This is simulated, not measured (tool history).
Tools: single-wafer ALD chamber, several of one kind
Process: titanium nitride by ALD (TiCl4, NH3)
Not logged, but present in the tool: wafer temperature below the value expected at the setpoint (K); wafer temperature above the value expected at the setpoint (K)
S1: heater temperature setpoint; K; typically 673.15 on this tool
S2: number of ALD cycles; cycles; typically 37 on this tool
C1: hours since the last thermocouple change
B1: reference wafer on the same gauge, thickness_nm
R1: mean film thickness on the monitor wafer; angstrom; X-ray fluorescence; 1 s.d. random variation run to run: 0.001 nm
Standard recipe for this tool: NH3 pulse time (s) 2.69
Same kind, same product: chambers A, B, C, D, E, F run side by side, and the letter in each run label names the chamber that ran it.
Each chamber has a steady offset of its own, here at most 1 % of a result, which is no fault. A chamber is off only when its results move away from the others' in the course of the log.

Run 1A, hour 6.7: usual settings; C1 1156.9; B1 0.81707. Result: R1 8.2729 angstrom.
Run 2E, hour 15.2: usual settings; C1 1533.6; B1 0.81674. Result: R1 8.2681 angstrom.
Run 3F, hour 19.9: usual settings; C1 261; B1 0.81691. Result: R1 8.247 angstrom.
Run 4D, hour 26.2: usual settings; C1 917; B1 0.81663. Result: R1 8.2516 angstrom.
Run 5B, hour 36.6: usual settings; C1 817.4; B1 0.81651. Result: R1 8.2591 angstrom.
Run 6C, hour 42.2: usual settings; C1 1357.3; B1 0.81649. Result: R1 8.1882 angstrom.
Run 7F, hour 47.2: usual settings; C1 288.3; B1 0.81661. Result: R1 8.2194 angstrom.
Run 8E, hour 57.2: usual settings; C1 1575.6; B1 0.81613. Result: R1 8.2682 angstrom.
Run 9B, hour 64.6: usual settings; C1 845.4; B1 0.81597. Result: R1 8.2567 angstrom.
Run 10D, hour 70.3: usual settings; C1 961.1; B1 0.81607. Result: R1 8.2359 angstrom.
Run 11C, hour 77: usual settings; C1 1392.1; B1 0.81585. Result: R1 8.1865 angstrom.
Run 12A, hour 84.7: usual settings; C1 1234.9; B1 0.81575. Result: R1 8.2257 angstrom.
Run 13C, hour 91: usual settings; C1 1406.1; B1 0.81596. Result: R1 8.1776 angstrom.
Run 14B, hour 98.3: usual settings but S2 42 cycles; C1 879.1; B1 0.81573. Result: R1 9.3597 angstrom.
Run 15E, hour 105.1: usual settings but S2 42 cycles; C1 1623.5; B1 0.81563. Result: R1 9.378 angstrom.
Run 16A, hour 114.7: usual settings but S2 42 cycles; C1 1264.9; B1 0.81544. Result: R1 9.3476 angstrom.
Run 17F, hour 122.3: usual settings but S2 42 cycles; C1 363.4; B1 0.81525. Result: R1 9.35 angstrom.
Run 18D, hour 131.4: usual settings but S2 42 cycles; C1 1022.2; B1 0.81565. Result: R1 9.35 angstrom.
Run 19D, hour 137.7: usual settings but S2 42 cycles; C1 1028.5; B1 0.81533. Result: R1 9.3675 angstrom.
Run 20F, hour 147.8: usual settings; C1 388.9; B1 0.81508. Result: R1 8.2343 angstrom.
Run 21C, hour 153.8: usual settings; C1 1468.9; B1 0.81497. Result: R1 8.1855 angstrom.
Run 22B, hour 163.3: usual settings; C1 944.1; B1 0.81487. Result: R1 8.2587 angstrom.
Run 23A, hour 173: usual settings; C1 1323.2; B1 0.81482. Result: R1 8.249 angstrom.
Run 24E, hour 179.3: usual settings; C1 1697.7; B1 0.81459. Result: R1 8.2293 angstrom.
Run 25B, hour 186.3: usual settings; C1 967.1; B1 0.81476. Result: R1 8.2543 angstrom.
Run 26D, hour 196.7: usual settings; C1 1087.5; B1 0.81439. Result: R1 8.2302 angstrom.
Run 27E, hour 202.3: usual settings; C1 1720.7; B1 0.81445. Result: R1 8.2621 angstrom.
Run 28C, hour 209.1: usual settings; C1 1524.2; B1 0.81425. Result: R1 8.1724 angstrom.
Run 29A, hour 214.2: usual settings; C1 1364.4; B1 0.8144. Result: R1 8.2416 angstrom.
Run 30F, hour 221.3: usual settings; C1 462.4; B1 0.81409. Result: R1 8.2252 angstrom.
Run 31B, hour 227.7: usual settings; C1 1008.5; B1 0.81422. Result: R1 8.2343 angstrom.
Run 32E, hour 233.1: usual settings; C1 1751.5; B1 0.81411. Result: R1 8.2583 angstrom.
Run 33C, hour 237.7: usual settings; C1 1552.8; B1 0.81381. Result: R1 8.1593 angstrom.
Run 34A, hour 247.4: usual settings; C1 1397.6; B1 0.81396. Result: R1 8.2373 angstrom.
Run 35D, hour 256.6: usual settings; C1 1147.4; B1 0.81372. Result: R1 8.2013 angstrom.
Run 36F, hour 265.4: usual settings; C1 506.5; B1 0.81348. Result: R1 8.2139 angstrom.
At hour 270.5: chamber D: thermocouple changed; heater temperature recalibrated.
Run 37A, hour 275.3: usual settings; C1 1425.5; B1 0.81358. Result: R1 8.2358 angstrom.
Run 38F, hour 284.9: usual settings; C1 526; B1 0.81321. Result: R1 8.2069 angstrom.
Run 39C, hour 290.7: usual settings; C1 1605.8; B1 0.81351. Result: R1 8.1574 angstrom.
Run 40E, hour 296.3: usual settings; C1 1814.7; B1 0.81341. Result: R1 8.2584 angstrom.
Run 41B, hour 305.2: usual settings; C1 1086; B1 0.81327. Result: R1 8.229 angstrom.
Run 42D, hour 314.5: usual settings; C1 44; B1 0.81316. Result: R1 8.2265 angstrom.
Run 43D, hour 319.4: usual settings; C1 48.9; B1 0.813. Result: R1 8.2138 angstrom.
Run 44A, hour 327.7: usual settings; C1 1477.9; B1 0.81283. Result: R1 8.2085 angstrom.

All 6 chambers run these settings next. Forecast each chamber's results:
Run 45A, hour 335.2: usual settings but S1 665.15 K. Result: R1 ?.
Run 45B, hour 335.2: usual settings but S1 665.15 K. Result: R1 ?.
Run 45C, hour 335.2: usual settings but S1 665.15 K. Result: R1 ?.
Run 45D, hour 335.2: usual settings but S1 665.15 K. Result: R1 ?.
Run 45E, hour 335.2: usual settings but S1 665.15 K. Result: R1 ?.
Run 45F, hour 335.2: usual settings but S1 665.15 K. Result: R1 ?.

run      R1
45A  8.1714
45B    8.18
45C  8.0869
45D  8.1746
45E  8.2064
45F  8.1584

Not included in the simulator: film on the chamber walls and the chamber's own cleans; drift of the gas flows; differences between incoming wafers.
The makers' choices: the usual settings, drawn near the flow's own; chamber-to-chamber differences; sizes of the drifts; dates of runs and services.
